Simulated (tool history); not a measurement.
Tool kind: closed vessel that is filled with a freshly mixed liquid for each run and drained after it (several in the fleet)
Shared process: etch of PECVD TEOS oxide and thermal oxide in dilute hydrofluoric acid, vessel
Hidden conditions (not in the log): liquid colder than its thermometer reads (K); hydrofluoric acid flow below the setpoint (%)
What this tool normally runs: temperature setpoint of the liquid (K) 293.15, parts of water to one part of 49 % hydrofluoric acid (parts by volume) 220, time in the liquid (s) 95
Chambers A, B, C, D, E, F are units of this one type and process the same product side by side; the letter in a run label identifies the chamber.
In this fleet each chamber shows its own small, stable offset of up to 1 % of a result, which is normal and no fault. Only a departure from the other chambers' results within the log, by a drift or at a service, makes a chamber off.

run   hour  temperature setpoint of the liquid (K)  parts of water to one part of 49 % hydrofluoric acid (parts by volume)  time in the liquid (s)  hours since the thermometer was replaced  hours since the hydrofluoric acid flow meter was replaced  read-back film thickness of the PECVD TEOS oxide reference wafer, read on the same gauge (nm)  read-back film thickness of the thermal oxide reference wafer, read on the same gauge (nm)  thickness taken off the PECVD TEOS oxide on a monitor wafer (Å)  thickness taken off the thermal oxide on a monitor wafer (Å)
 1A    5.5                                  293.15                                                                     220                      95                                    1316.4                                                        191                                                                                         29.985                                                                                      29.963                                                            41.96                                                        15.147
 2B   14.3                                  293.15                                                                     220                      95                                    2071.4                                                        322                                                                                          30.01                                                                                      29.992                                                           40.908                                                        14.837
 3C     20                                  293.15                                                                     220                      95                                     361.6                                                     1205.2                                                                                         29.998                                                                                      29.969                                                            40.69                                                        15.356
 4E   28.6                                  293.15                                                                     220                      95                                     235.2                                                       1082                                                                                         29.977                                                                                      30.043                                                           41.873                                                        15.516
 5D   34.9                                  293.15                                                                     220                      95                                     689.4                                                      680.2                                                                                         29.989                                                                                      29.998                                                           40.434                                                        14.832
 6F   44.5                                  295.15                                                                     220                     140                                     683.1                                                      526.9                                                                                         30.019                                                                                      29.972                                                           63.673                                                        24.752
 7D   54.6                                  295.15                                                                     220                     140                                     709.1                                                      699.9                                                                                         29.981                                                                                      29.988                                                           65.369                                                         24.47
 8B   60.3                                  295.15                                                                     220                     140                                    2117.4                                                        368                                                                                         29.998                                                                                      30.016                                                           65.716                                                        24.447
      68.4  -- chamber D: thermometer replaced
 9F   68.4                                  295.15                                                                     220                     140                                       707                                                      550.8                                                                                             30                                                                                      29.988                                                            64.24                                                        24.532
10C   78.2                                  295.15                                                                     220                     140                                     419.8                                                     1263.4                                                                                         29.948                                                                                      29.997                                                           64.429                                                        24.314
11A   88.3                                  295.15                                                                     220                     140                                    1399.2                                                      273.8                                                                                         30.003                                                                                      30.002                                                           65.449                                                        24.285
12E   94.7                                  293.15                                                                     220                      95                                     301.3                                                     1148.1                                                                                         29.973                                                                                      29.962                                                           41.552                                                        15.181
13E  105.6                                  293.15                                                                     220                      95                                     312.2                                                       1159                                                                                         30.053                                                                                      30.017                                                           40.664                                                        15.046
14A  112.6                                  293.15                                                                     220                      95                                    1423.5                                                      298.1                                                                                         29.989                                                                                      29.993                                                           41.323                                                        15.698
15F  123.1                                  293.15                                                                     220                      95                                     761.7                                                      605.5                                                                                         29.978                                                                                      30.019                                                           41.282                                                        15.027
16D  129.9                                  293.15                                                                     220                      95                                      61.6                                                      775.2                                                                                         29.999                                                                                      30.028                                                           40.984                                                        15.402
17C  139.4                                  293.15                                                                     220                      95                                       481                                                     1324.6                                                                                         30.034                                                                                      29.969                                                           40.446                                                        15.557
18B    147                                  293.15                                                                     220                      95                                    2204.1                                                      454.7                                                                                         30.021                                                                                      30.008                                                           41.022                                                         15.32
     147.7  -- chamber E: hydrofluoric acid flow meter replaced
19F  157.7                                  293.15                                                                     220                      95                                     796.3                                                      640.1                                                                                         30.016                                                                                      29.953                                                           41.225                                                        15.241
20E  163.9                                  293.15                                                                     220                      95                                     370.5                                                       16.2                                                                                         29.991                                                                                      29.963                                                           40.508                                                        15.065
21B  171.8                                  293.15                                                                     220                      95                                    2228.9                                                      479.5                                                                                         29.968                                                                                      29.994                                                           41.555                                                        14.842
22A  177.9                                  293.15                                                                     220                      95                                    1488.8                                                      363.4                                                                                         29.981                                                                                      30.003                                                           40.828                                                        15.427
23D  183.8                                  293.15                                                                     220                      95                                     115.5                                                      829.1                                                                                         30.001                                                                                      30.035                                                           40.494                                                        15.705
       189  -- chamber B: thermometer replaced
24C  191.7                                  293.15                                                                     220                     125                                     533.3                                                     1376.9                                                                                         29.996                                                                                      30.014                                                           53.049                                                        20.677
25E  197.2                                  293.15                                                                     220                     125                                     403.8                                                       49.5                                                                                         29.998                                                                                          30                                                           54.345                                                        20.293
26A  207.4                                  293.15                                                                     220                     125                                    1518.3                                                      392.9                                                                                         30.031                                                                                      30.023                                                           53.715                                                        19.506
27B    216                                  293.15                                                                     220                     125                                        27                                                      523.7                                                                                         29.988                                                                                       30.01                                                           53.639                                                        19.125
28F  225.6                                  293.15                                                                     220                     125                                     864.2                                                        708                                                                                         30.026                                                                                       30.02                                                           53.394                                                        20.145
29D  230.8                                  293.15                                                                     220                     125                                     162.5                                                      876.1                                                                                         29.987                                                                                      30.025                                                           54.043                                                        19.515
30C  238.6                                  293.15                                                                     220                      95                                     580.2                                                     1423.8                                                                                         30.002                                                                                      29.996                                                            40.62                                                        15.073
31A  243.5                                  293.15                                                                     220                      95                                    1554.4                                                        429                                                                                         29.985                                                                                      29.991                                                           41.301                                                        15.858
     250.1  -- chamber C: thermometer replaced
32E  253.1                                  293.15                                                                     140                      95                                     459.7                                                      105.4                                                                                         29.979                                                                                      30.019                                                           70.181                                                        25.573
     254.2  -- chamber F: hydrofluoric acid flow meter replaced
33C  261.6                                  293.15                                                                     140                      95                                      11.5                                                     1446.8                                                                                         30.009                                                                                      29.976                                                           69.172                                                         26.69
34B  268.8                                  293.15                                                                     140                      95                                      79.8                                                      576.5                                                                                         30.019                                                                                      30.022                                                           70.489                                                        26.238
35F  278.8                                  293.15                                                                     140                      95                                     917.4                                                       24.6                                                                                         29.988                                                                                      30.019                                                           69.496                                                        25.879
36D  283.9                                  293.15                                                                     140                      95                                     215.6                                                      929.2                                                                                         30.024                                                                                       30.01                                                           69.556                                                        25.602
37F  289.9                                  293.15                                                                     140                      95                                     928.5                                                       35.7                                                                                         29.992                                                                                      30.035                                                           70.483                                                        25.131
38C  299.9                                  293.15                                                                     220                      95                                      49.8                                                     1485.1                                                                                         29.973                                                                                      30.041                                                           40.358                                                        15.611
39B  308.1                                  293.15                                                                     220                      95                                     119.1                                                      615.8                                                                                         30.043                                                                                      29.971                                                           40.596                                                        15.328
40D  315.9                                  293.15                                                                     220                      95                                     247.6                                                      961.2                                                                                         29.986                                                                                      30.015                                                           41.108                                                        15.307
41A  323.5                                  293.15                                                                     220                      95                                    1634.4                                                        509                                                                                         30.001                                                                                      30.032                                                           41.483                                                        15.102
42E  328.6                                  293.15                                                                     220                      95                                     535.2                                                      180.9                                                                                          29.97                                                                                      30.008                                                            41.84                                                        15.157
43C  337.3                                  293.15                                                                     220                      95                                      87.2                                                     1522.5                                                                                         30.028                                                                                      30.003                                                           41.335                                                        15.134
44D  346.1                                  293.15                                                                     220                      95                                     277.8                                                      991.4                                                                                         30.062                                                                                      30.006                                                           40.695                                                        15.193

Is one chamber out of step, is the gauge drifting, or do the chambers differ by no more than their own small offsets? For an off chamber, give its letter and the likeliest cause.

Nothing is wrong: each chamber keeps only its own small, steady offset and the gauge holds still.
